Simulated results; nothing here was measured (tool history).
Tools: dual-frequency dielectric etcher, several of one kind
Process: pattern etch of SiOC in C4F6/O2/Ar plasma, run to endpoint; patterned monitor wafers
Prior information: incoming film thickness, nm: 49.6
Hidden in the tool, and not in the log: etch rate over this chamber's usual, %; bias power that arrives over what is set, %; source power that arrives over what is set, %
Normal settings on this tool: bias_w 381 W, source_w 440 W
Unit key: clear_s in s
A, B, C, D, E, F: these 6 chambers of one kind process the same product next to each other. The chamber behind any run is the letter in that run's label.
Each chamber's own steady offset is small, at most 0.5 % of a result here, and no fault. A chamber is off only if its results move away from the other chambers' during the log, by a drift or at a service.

run	day	bias_w	source_w	hours since the last wet clean	hours since the last bias power generator calibration	hours since the last source power generator calibration	clear_s
1E	0.329	381	440	443.2	1674.3	1510	17.656
2F	0.654	381	440	126.8	169.7	2525.8	17.822
3B	1.167	381	440	149.6	2288.9	1876.9	17.452
4C	1.767	381	440	476.5	1468	1425.9	17.955
# day 1.842: chamber A: wet clean of the chamber
# day 1.883: chamber B: source power generator calibrated
5A	2.183	381	440	8.2	1734.9	2602.6	17.906
# day 2.296: chamber E: wet clean of the chamber
6D	2.646	381	440	545.6	110.3	2416.8	17.711
# day 2.921: chamber C: wet clean of the chamber
7C	3.104	381	440	4.4	1500.1	1458	17.775
8E	3.375	381	440	25.9	1747.4	1583.1	17.854
# day 3.433: chamber E: bias power generator calibrated
9F	3.692	381	440	199.7	242.6	2598.7	17.852
10D	4.188	381	440	582.6	147.3	2453.8	17.805
# day 4.362: chamber B: bias power generator calibrated
11A	4.579	381	440	65.7	1792.4	2660.1	17.895
12B	4.967	381	440	240.8	14.6	74.1	17.669
# day 5.262: chamber D: wet clean of the chamber
13E	5.375	381	510	73.9	46.7	1631.1	16.839
14F	5.917	381	510	253.1	296	2652.1	16.718
15B	6.375	381	510	274.6	48.4	107.9	16.793
16D	6.8	381	510	37	210	2516.5	16.843
17A	7.346	381	510	132.1	1858.8	2726.5	16.973
18C	7.842	381	510	118.1	1613.8	1571.7	16.738
19B	8.383	381	440	322.8	96.6	156.1	17.639
20A	8.933	381	440	170.2	1896.9	2764.6	17.708
21F	9.312	381	440	334.6	377.5	2733.6	17.915
22C	9.733	381	440	163.5	1659.2	1617.1	17.841
23E	10.25	381	440	190.9	163.7	1748.1	17.758
24D	10.612	381	440	128.5	301.5	2608	17.679
# day 10.917: chamber B: wet clean of the chamber
25C	10.971	381	440	193.2	1688.9	1646.8	17.791
26D	11.396	381	440	147.3	320.3	2626.8	17.728
27F	11.908	381	440	396.9	439.8	2795.9	17.991
28B	12.429	381	440	36.3	193.7	253.2	17.693
29E	12.746	381	440	250.8	223.6	1808	17.868
30A	13.225	381	440	273.2	1999.9	2867.6	17.876
31A	13.804	381	440	287.1	2013.8	2881.5	17.809
# day 14.154: chamber F: source power generator calibrated
32B	14.358	381	440	82.6	240	299.5	17.73
33C	14.821	381	440	285.6	1781.3	1739.2	17.789
34E	15.329	381	440	312.8	285.6	1870	17.579
35F	15.788	381	440	490	532.9	39.2	17.914
36D	16.142	381	440	261.2	434.2	2740.7	17.722
37A	16.692	381	440	356.4	2083.1	2950.8	17.849
38E	17	381	440	352.9	325.7	1910.1	17.678
39D	17.408	381	440	291.6	464.6	2771.1	17.837

All 6 chambers run these settings next. Forecast each chamber's results:
40A	17.846	426	440				?
40B	17.846	426	440				?
40C	17.846	426	440				?
40D	17.846	426	440				?
40E	17.846	426	440				?
40F	17.846	426	440				?

run	clear_s
40A	17.048
40B	17.081
40C	17.146
40D	17.079
40E	17.108
40F	17.197
